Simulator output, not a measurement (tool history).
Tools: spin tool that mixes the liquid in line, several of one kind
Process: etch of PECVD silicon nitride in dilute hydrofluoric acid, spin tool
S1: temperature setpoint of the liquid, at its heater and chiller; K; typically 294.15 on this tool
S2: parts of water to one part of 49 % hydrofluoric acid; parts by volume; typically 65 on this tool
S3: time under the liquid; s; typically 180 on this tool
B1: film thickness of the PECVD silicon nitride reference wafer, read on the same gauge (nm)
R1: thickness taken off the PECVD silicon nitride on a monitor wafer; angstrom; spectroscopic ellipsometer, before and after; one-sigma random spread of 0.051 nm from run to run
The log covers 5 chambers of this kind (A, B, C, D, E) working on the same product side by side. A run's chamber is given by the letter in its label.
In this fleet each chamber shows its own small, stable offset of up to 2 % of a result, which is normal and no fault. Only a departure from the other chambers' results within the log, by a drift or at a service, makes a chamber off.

{"run": "1A", "hour": 5.2, "S1": 294.15, "S2": 65, "S3": 180, "B1": 119.97, "R1": 126.86}
{"run": "2C", "hour": 14.8, "S1": 294.15, "S2": 65, "S3": 180, "B1": 119.99, "R1": 128.51}
{"run": "3E", "hour": 23.2, "S1": 294.15, "S2": 65, "S3": 180, "B1": 120.0, "R1": 126.88}
{"run": "4D", "hour": 33.0, "S1": 294.15, "S2": 65, "S3": 180, "B1": 120.03, "R1": 126.59}
{"run": "5B", "hour": 42.9, "S1": 294.15, "S2": 65, "S3": 180, "B1": 120.01, "R1": 130.23}
{"hour": 43.3, "done": "chamber A: hydrofluoric acid flow meter replaced"}
{"run": "6C", "hour": 52.9, "S1": 294.15, "S2": 65, "S3": 180, "B1": 120.01, "R1": 127.82}
{"run": "7A", "hour": 58.9, "S1": 294.15, "S2": 65, "S3": 180, "B1": 120.0, "R1": 127.97}
{"run": "8E", "hour": 67.4, "S1": 294.15, "S2": 90, "S3": 265, "B1": 119.98, "R1": 134.48}
{"run": "9B", "hour": 75.5, "S1": 294.15, "S2": 90, "S3": 265, "B1": 120.0, "R1": 138.18}
{"run": "10D", "hour": 81.9, "S1": 294.15, "S2": 90, "S3": 265, "B1": 119.98, "R1": 136.09}
{"run": "11C", "hour": 88.1, "S1": 294.15, "S2": 90, "S3": 265, "B1": 120.0, "R1": 136.39}
{"run": "12A", "hour": 93.5, "S1": 294.15, "S2": 90, "S3": 265, "B1": 119.99, "R1": 136.86}
{"run": "13E", "hour": 103.3, "S1": 294.15, "S2": 65, "S3": 180, "B1": 120.02, "R1": 126.93}
{"run": "14B", "hour": 108.9, "S1": 294.15, "S2": 65, "S3": 180, "B1": 120.01, "R1": 129.51}
{"run": "15D", "hour": 114.9, "S1": 294.15, "S2": 65, "S3": 180, "B1": 120.0, "R1": 126.39}
{"run": "16C", "hour": 119.8, "S1": 294.15, "S2": 65, "S3": 180, "B1": 120.0, "R1": 127.32}
{"run": "17D", "hour": 126.5, "S1": 294.15, "S2": 65, "S3": 180, "B1": 120.01, "R1": 127.03}
{"run": "18A", "hour": 131.9, "S1": 294.15, "S2": 65, "S3": 260, "B1": 120.01, "R1": 183.98}
{"run": "19E", "hour": 138.5, "S1": 294.15, "S2": 65, "S3": 260, "B1": 120.03, "R1": 183.25}
{"run": "20B", "hour": 144.2, "S1": 294.15, "S2": 65, "S3": 260, "B1": 120.01, "R1": 186.02}
{"run": "21A", "hour": 152.5, "S1": 294.15, "S2": 65, "S3": 260, "B1": 119.99, "R1": 184.52}
{"run": "22E", "hour": 159.0, "S1": 294.15, "S2": 65, "S3": 260, "B1": 119.99, "R1": 183.29}
{"run": "23B", "hour": 167.5, "S1": 294.15, "S2": 65, "S3": 180, "B1": 120.01, "R1": 130.57}
{"run": "24D", "hour": 176.3, "S1": 294.15, "S2": 45, "S3": 180, "B1": 120.01, "R1": 180.99}
{"run": "25C", "hour": 182.2, "S1": 294.15, "S2": 45, "S3": 180, "B1": 120.01, "R1": 183.32}
{"run": "26C", "hour": 191.5, "S1": 294.15, "S2": 45, "S3": 180, "B1": 120.02, "R1": 183.73}
{"run": "27D", "hour": 198.2, "S1": 294.15, "S2": 45, "S3": 180, "B1": 119.98, "R1": 180.99}
{"run": "28A", "hour": 207.0, "S1": 294.15, "S2": 45, "S3": 180, "B1": 120.0, "R1": 183.78}
{"run": "29B", "hour": 216.6, "S1": 294.15, "S2": 65, "S3": 180, "B1": 120.01, "R1": 130.35}
{"run": "30E", "hour": 222.2, "S1": 290.15, "S2": 40, "S3": 180, "B1": 120.02, "R1": 154.94}
{"run": "31A", "hour": 229.4, "S1": 290.15, "S2": 40, "S3": 180, "B1": 120.0, "R1": 156.66}
{"run": "32D", "hour": 234.5, "S1": 290.15, "S2": 40, "S3": 180, "B1": 120.0, "R1": 152.56}
{"run": "33E", "hour": 244.3, "S1": 290.15, "S2": 40, "S3": 180, "B1": 120.02, "R1": 154.85}
{"run": "34B", "hour": 250.4, "S1": 290.15, "S2": 40, "S3": 180, "B1": 120.01, "R1": 158.3}
{"run": "35C", "hour": 258.4, "S1": 294.15, "S2": 65, "S3": 180, "B1": 120.01, "R1": 128.62}
{"run": "36A", "hour": 267.4, "S1": 294.15, "S2": 65, "S3": 180, "B1": 120.01, "R1": 127.65}

Is one chamber out of step, is the gauge drifting, or do the chambers differ by no more than their own small offsets? For an off chamber, give its letter and the likeliest cause.

Beyond each chamber's small constant offset nothing stands out, and the gauge stays steady.
